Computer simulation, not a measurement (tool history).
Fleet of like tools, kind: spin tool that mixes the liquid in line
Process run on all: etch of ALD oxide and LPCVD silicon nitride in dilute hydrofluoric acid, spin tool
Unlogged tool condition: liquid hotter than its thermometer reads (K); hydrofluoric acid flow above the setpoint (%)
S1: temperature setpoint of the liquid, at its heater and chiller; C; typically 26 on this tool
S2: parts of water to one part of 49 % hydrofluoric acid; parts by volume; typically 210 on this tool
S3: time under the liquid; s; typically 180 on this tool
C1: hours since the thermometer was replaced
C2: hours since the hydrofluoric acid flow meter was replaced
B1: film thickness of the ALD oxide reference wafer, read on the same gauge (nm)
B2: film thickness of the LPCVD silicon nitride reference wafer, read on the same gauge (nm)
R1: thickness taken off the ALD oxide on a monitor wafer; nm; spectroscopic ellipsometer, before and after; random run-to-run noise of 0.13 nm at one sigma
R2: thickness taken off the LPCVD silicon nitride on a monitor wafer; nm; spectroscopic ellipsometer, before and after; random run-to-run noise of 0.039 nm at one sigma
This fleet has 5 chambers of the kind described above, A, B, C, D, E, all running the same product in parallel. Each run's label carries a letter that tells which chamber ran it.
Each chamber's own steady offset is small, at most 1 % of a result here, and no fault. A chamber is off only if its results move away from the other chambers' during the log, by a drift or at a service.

run	hour	S1	S2	S3	C1	C2	B1	B2	R1	R2
1C	4.7	26	210	180	275	268.4	110.01	120.01	17.783	0.47161
2B	10.4	26	210	180	995.3	1720.1	109.99	119.99	17.782	0.39691
3A	14.4	26	210	180	891.5	682.6	110.01	119.97	17.761	0.44023
4E	19.5	26	210	180	2109.5	417	109.99	119.97	17.687	0.51639
5D	22.5	26	210	180	303.4	249.1	109.98	120.06	17.761	0.50057
6C	27.6	26	210	180	297.9	291.3	110.01	119.96	17.673	0.45403
7A	32.4	26	210	180	909.5	700.6	110.02	120.04	17.817	0.38666
8E	36.8	26	210	180	2126.8	434.3	109.99	119.99	17.642	0.50314
9B	41.2	26	210	180	1026.1	1750.9	109.98	120	17.84	0.48693
10D	45.9	26	210	180	326.8	272.5	110	120.02	17.743	0.44852
11D	51.6	26	210	180	332.5	278.2	110.02	119.99	17.95	0.45325
# hour 54.1: chamber A: thermometer replaced
12E	54.5	26	210	180	2144.5	452	110.03	120.01	17.536	0.41624
13B	59.8	26	210	180	1044.7	1769.5	109.93	120.01	17.768	0.46628
14C	64.4	27.5	260	180	334.7	328.1	109.96	119.99	14.148	0.41901
15A	67.7	27.5	260	180	13.6	735.9	110.05	119.99	14.345	0.36428
16D	71.2	27.5	260	180	352.1	297.8	110.03	120	14.233	0.42179
17B	74.3	27.5	260	180	1059.2	1784	110	119.98	14.326	0.43401
18C	77.4	27.5	260	180	347.7	341.1	109.97	119.98	14.263	0.37359
19A	80.5	26	210	180	26.4	748.7	109.97	120	17.896	0.43302
20E	84.2	26	210	180	2174.2	481.7	109.97	119.93	17.618	0.42517
21C	88.4	26	210	180	358.7	352.1	110.02	120.01	17.505	0.4257
22B	92.5	26	210	180	1077.4	1802.2	110	119.99	17.787	0.45468
23D	98.4	26	210	180	379.3	325	110.04	119.99	17.834	0.52079
24A	103.1	26	210	105	49	771.3	110.03	120	10.435	0.24224
25E	108.6	26	210	105	2198.6	506.1	109.96	119.98	10.343	0.2858
26B	113.5	26	210	105	1098.4	1823.2	110.02	119.96	10.321	0.2783
27D	117.1	26	210	105	398	343.7	110	120.01	10.295	0.25175
28C	120.9	26	210	105	391.2	384.6	109.98	119.97	10.424	0.28853
29A	124.7	26	210	235	70.6	792.9	109.99	119.99	23.088	0.58249
30E	128.1	26	210	235	2218.1	525.6	109.99	119.98	23.08	0.55092
31E	133.7	26	210	235	2223.7	531.2	109.97	120	22.842	0.61362
32B	138.6	26	210	235	1123.5	1848.3	110.07	119.99	23.595	0.6339
33C	143.9	26	210	235	414.2	407.6	110.02	120.01	23.114	0.66966
34D	147.8	23	210	180	428.7	374.4	110.02	119.97	15.951	0.38587
35A	152	23	210	180	97.9	820.2	110.02	120	15.766	0.41504
36E	155.4	23	210	180	2245.4	552.9	110.03	119.98	15.695	0.32943
37D	160.7	23	210	180	441.6	387.3	109.93	120.03	15.925	0.40623
38B	166.1	23	210	180	1151	1875.8	109.98	119.98	16.004	0.29352
39C	168.8	26	145	180	439.1	432.5	110.03	120.04	27.796	0.5883
40A	173.7	26	145	180	119.6	841.9	109.98	120	27.567	0.61176

Each of the 5 chambers runs these same settings next. Fill in every chamber's results:
41A	178.1	30	210	180					?	?
41B	178.1	30	210	180					?	?
41C	178.1	30	210	180					?	?
41D	178.1	30	210	180					?	?
41E	178.1	30	210	180					?	?

run	R1	R2
41A	20.571	0.6657
41B	20.244	0.55648
41C	20.397	0.53275
41D	20.327	0.58426
41E	20.209	0.52908
